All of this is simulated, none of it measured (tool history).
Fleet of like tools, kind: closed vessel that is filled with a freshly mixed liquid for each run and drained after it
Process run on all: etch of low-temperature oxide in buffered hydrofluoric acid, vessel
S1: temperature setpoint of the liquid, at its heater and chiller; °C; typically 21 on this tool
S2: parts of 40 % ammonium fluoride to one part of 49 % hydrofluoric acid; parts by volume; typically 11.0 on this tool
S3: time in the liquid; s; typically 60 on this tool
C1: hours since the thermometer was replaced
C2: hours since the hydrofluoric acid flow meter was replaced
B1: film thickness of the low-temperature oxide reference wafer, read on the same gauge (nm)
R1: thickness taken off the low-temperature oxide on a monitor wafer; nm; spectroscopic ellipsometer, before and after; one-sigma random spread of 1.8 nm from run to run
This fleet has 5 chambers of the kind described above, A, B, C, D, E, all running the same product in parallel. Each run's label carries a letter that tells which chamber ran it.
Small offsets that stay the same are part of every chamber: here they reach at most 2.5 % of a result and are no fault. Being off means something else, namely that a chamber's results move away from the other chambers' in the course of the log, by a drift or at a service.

run,hour,S1,S2,S3,C1,C2,B1,R1
1D,3.7,21,11.0,60,419.3,1055.1,150.00,242.71
2A,10.4,21,11.0,60,2399.1,1467.7,149.98,244.78
3E,13.7,21,11.0,60,312.5,2125.4,149.99,240.56
4B,17.0,21,11.0,60,1912.7,314.2,149.99,243.10
5C,20.0,21,11.0,60,1671.7,1976.2,150.00,249.62
6E,22.9,21,11.0,60,321.7,2134.6,150.00,240.17
7C,26.3,21,11.0,60,1678.0,1982.5,150.00,244.48
8B,31.1,21,11.0,60,1926.8,328.3,150.01,246.04
9D,34.5,21,11.0,60,450.1,1085.9,150.05,240.68
10A,38.6,21,11.0,60,2427.3,1495.9,149.97,248.96
11E,42.2,21,11.0,60,341.0,2153.9,149.97,243.31
12A,47.3,21,11.0,60,2436.0,1504.6,149.97,242.11
# hour 51.6: chamber A: thermometer replaced
13D,53.0,21,11.0,60,468.6,1104.4,150.01,239.94
# hour 54.7: chamber E: hydrofluoric acid flow meter replaced
14B,59.4,21,11.0,60,1955.1,356.6,149.99,239.92
15C,64.9,21,11.0,60,1716.6,2021.1,150.02,247.20
16B,71.6,21,11.0,60,1967.3,368.8,150.02,244.31
17D,75.6,21,11.0,60,491.2,1127.0,149.99,240.68
18C,80.2,21,11.0,60,1731.9,2036.4,150.01,245.79
19E,86.7,21,11.0,60,385.5,32.1,150.00,240.66
20A,90.7,21,11.0,60,39.2,1548.0,150.04,242.75
21E,97.1,21,11.0,60,395.9,42.5,149.99,244.04
22D,101.3,21,11.0,60,516.9,1152.7,150.02,239.70
23B,106.4,21,11.0,60,2002.1,403.6,150.03,236.73
24C,110.4,21,11.0,60,1762.1,2066.6,150.04,243.26
25A,116.8,21,11.0,60,65.3,1574.1,150.02,242.22
26D,122.6,21,7.5,30,538.2,1174.0,150.04,167.96
27C,127.5,21,7.5,30,1779.2,2083.7,149.96,174.89
28E,132.4,21,7.5,30,431.2,77.8,150.01,171.21
29A,135.3,21,7.5,30,83.8,1592.6,150.04,173.59
30B,140.5,21,7.5,30,2036.2,437.7,150.00,164.18
31B,146.5,21,11.0,60,2042.2,443.7,150.02,229.07
# hour 150.0: chamber C: hydrofluoric acid flow meter replaced
32E,151.3,21,11.0,60,450.1,96.7,150.01,242.08
# hour 156.3: chamber D: hydrofluoric acid flow meter replaced
33D,157.2,21,11.0,60,572.8,1.0,149.98,238.55
34C,160.7,21,11.0,60,1812.4,10.8,149.99,245.06
35A,166.0,21,11.0,60,114.5,1623.3,150.01,243.75
36C,170.0,21,11.0,60,1821.7,20.1,150.00,247.03
37B,173.9,21,11.0,60,2069.6,471.1,149.96,226.76

For the next run the whole fleet of 5 chambers uses the same settings. Give each chamber's results:
38A,178.7,21,7.5,60,,,,?
38B,178.7,21,7.5,60,,,,?
38C,178.7,21,7.5,60,,,,?
38D,178.7,21,7.5,60,,,,?
38E,178.7,21,7.5,60,,,,?

run,R1
38A,343.88
38B,320.21
38C,350.29
38D,341.15
38E,345.32
